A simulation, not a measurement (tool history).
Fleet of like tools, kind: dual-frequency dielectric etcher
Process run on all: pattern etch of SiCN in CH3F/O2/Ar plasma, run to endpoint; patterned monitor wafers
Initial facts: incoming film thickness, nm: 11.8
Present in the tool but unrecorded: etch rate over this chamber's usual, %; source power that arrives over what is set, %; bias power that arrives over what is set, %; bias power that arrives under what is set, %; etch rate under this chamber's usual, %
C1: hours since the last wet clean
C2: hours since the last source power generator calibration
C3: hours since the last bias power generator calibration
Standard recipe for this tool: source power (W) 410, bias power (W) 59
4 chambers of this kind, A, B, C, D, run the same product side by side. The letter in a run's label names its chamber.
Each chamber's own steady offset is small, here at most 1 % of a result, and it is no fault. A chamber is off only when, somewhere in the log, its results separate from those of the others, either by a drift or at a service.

{"run": "1B", "day": 0.412, "source power (W)": 410, "bias power (W)": 59, "C1": 418.9, "C2": 786.3, "C3": 508.5, "endpoint time (s)": 33.631}
{"run": "2D", "day": 0.838, "source power (W)": 410, "bias power (W)": 59, "C1": 361.6, "C2": 1486.4, "C3": 688.9, "endpoint time (s)": 33.513}
{"run": "3C", "day": 1.442, "source power (W)": 410, "bias power (W)": 59, "C1": 101.0, "C2": 922.9, "C3": 95.2, "endpoint time (s)": 33.455}
{"day": 1.55, "done": "chamber B: wet clean of the chamber"}
{"run": "4A", "day": 2.079, "source power (W)": 410, "bias power (W)": 59, "C1": 470.5, "C2": 1795.8, "C3": 171.1, "endpoint time (s)": 33.22}
{"run": "5C", "day": 2.721, "source power (W)": 410, "bias power (W)": 59, "C1": 131.7, "C2": 953.6, "C3": 125.9, "endpoint time (s)": 33.63}
{"run": "6A", "day": 3.021, "source power (W)": 410, "bias power (W)": 59, "C1": 493.1, "C2": 1818.4, "C3": 193.7, "endpoint time (s)": 33.324}
{"run": "7D", "day": 3.671, "source power (W)": 410, "bias power (W)": 59, "C1": 429.6, "C2": 1554.4, "C3": 756.9, "endpoint time (s)": 33.386}
{"run": "8B", "day": 4.258, "source power (W)": 480, "bias power (W)": 59, "C1": 65.0, "C2": 878.6, "C3": 600.8, "endpoint time (s)": 31.74}
{"run": "9D", "day": 4.604, "source power (W)": 480, "bias power (W)": 59, "C1": 452.0, "C2": 1576.8, "C3": 779.3, "endpoint time (s)": 31.498}
{"run": "10C", "day": 5.138, "source power (W)": 480, "bias power (W)": 59, "C1": 189.7, "C2": 1011.6, "C3": 183.9, "endpoint time (s)": 31.567}
{"run": "11B", "day": 5.579, "source power (W)": 480, "bias power (W)": 59, "C1": 96.7, "C2": 910.3, "C3": 632.5, "endpoint time (s)": 31.574}
{"day": 5.975, "done": "chamber D: wet clean of the chamber"}
{"run": "12A", "day": 6.054, "source power (W)": 410, "bias power (W)": 59, "C1": 565.9, "C2": 1891.2, "C3": 266.5, "endpoint time (s)": 33.138}
{"run": "13D", "day": 6.383, "source power (W)": 410, "bias power (W)": 59, "C1": 9.9, "C2": 1619.5, "C3": 822.0, "endpoint time (s)": 33.757}
{"run": "14B", "day": 6.812, "source power (W)": 410, "bias power (W)": 59, "C1": 126.3, "C2": 939.9, "C3": 662.1, "endpoint time (s)": 33.663}
{"run": "15C", "day": 7.317, "source power (W)": 410, "bias power (W)": 59, "C1": 242.0, "C2": 1063.9, "C3": 236.2, "endpoint time (s)": 33.612}
{"day": 7.338, "done": "chamber D: source power generator calibrated"}
{"run": "16A", "day": 7.896, "source power (W)": 410, "bias power (W)": 59, "C1": 610.1, "C2": 1935.4, "C3": 310.7, "endpoint time (s)": 33.401}
{"run": "17B", "day": 8.379, "source power (W)": 350, "bias power (W)": 49, "C1": 163.9, "C2": 977.5, "C3": 699.7, "endpoint time (s)": 37.946}
{"day": 8.762, "done": "chamber A: wet clean of the chamber"}
{"run": "18C", "day": 8.896, "source power (W)": 350, "bias power (W)": 49, "C1": 279.9, "C2": 1101.8, "C3": 274.1, "endpoint time (s)": 37.967}
{"run": "19D", "day": 9.542, "source power (W)": 350, "bias power (W)": 49, "C1": 85.7, "C2": 52.9, "C3": 897.8, "endpoint time (s)": 38.138}
{"run": "20A", "day": 10.008, "source power (W)": 350, "bias power (W)": 49, "C1": 29.9, "C2": 1986.1, "C3": 361.4, "endpoint time (s)": 36.646}
{"run": "21C", "day": 10.358, "source power (W)": 410, "bias power (W)": 59, "C1": 315.0, "C2": 1136.9, "C3": 309.2, "endpoint time (s)": 33.581}
{"run": "22D", "day": 10.85, "source power (W)": 500, "bias power (W)": 72, "C1": 117.1, "C2": 84.3, "C3": 929.2, "endpoint time (s)": 29.133}
{"run": "23B", "day": 11.258, "source power (W)": 500, "bias power (W)": 72, "C1": 233.0, "C2": 1046.6, "C3": 768.8, "endpoint time (s)": 28.91}
{"run": "24A", "day": 11.838, "source power (W)": 500, "bias power (W)": 72, "C1": 73.8, "C2": 2030.0, "C3": 405.3, "endpoint time (s)": 27.951}
{"run": "25C", "day": 12.204, "source power (W)": 500, "bias power (W)": 72, "C1": 359.3, "C2": 1181.2, "C3": 353.5, "endpoint time (s)": 29.253}
{"run": "26B", "day": 12.629, "source power (W)": 410, "bias power (W)": 59, "C1": 265.9, "C2": 1079.5, "C3": 801.7, "endpoint time (s)": 33.642}
{"run": "27D", "day": 13.012, "source power (W)": 410, "bias power (W)": 59, "C1": 169.0, "C2": 136.2, "C3": 981.1, "endpoint time (s)": 33.496}
{"run": "28A", "day": 13.612, "source power (W)": 410, "bias power (W)": 59, "C1": 116.4, "C2": 2072.6, "C3": 447.9, "endpoint time (s)": 32.411}
{"run": "29D", "day": 13.946, "source power (W)": 410, "bias power (W)": 59, "C1": 191.4, "C2": 158.6, "C3": 1003.5, "endpoint time (s)": 33.789}
{"run": "30A", "day": 14.288, "source power (W)": 410, "bias power (W)": 59, "C1": 132.6, "C2": 2088.8, "C3": 464.1, "endpoint time (s)": 32.567}
{"run": "31C", "day": 14.962, "source power (W)": 410, "bias power (W)": 59, "C1": 425.5, "C2": 1247.4, "C3": 419.7, "endpoint time (s)": 33.647}

Each of the 4 chambers runs these same settings next. Fill in every chamber's results:
{"run": "32A", "day": 15.458, "source power (W)": 410, "bias power (W)": 51, "endpoint time (s)": "?"}
{"run": "32B", "day": 15.458, "source power (W)": 410, "bias power (W)": 51, "endpoint time (s)": "?"}
{"run": "32C", "day": 15.458, "source power (W)": 410, "bias power (W)": 51, "endpoint time (s)": "?"}
{"run": "32D", "day": 15.458, "source power (W)": 410, "bias power (W)": 51, "endpoint time (s)": "?"}

run=32A endpoint_time_(s)=33.900
run=32B endpoint_time_(s)=35.304
run=32C endpoint_time_(s)=35.021
run=32D endpoint_time_(s)=35.027
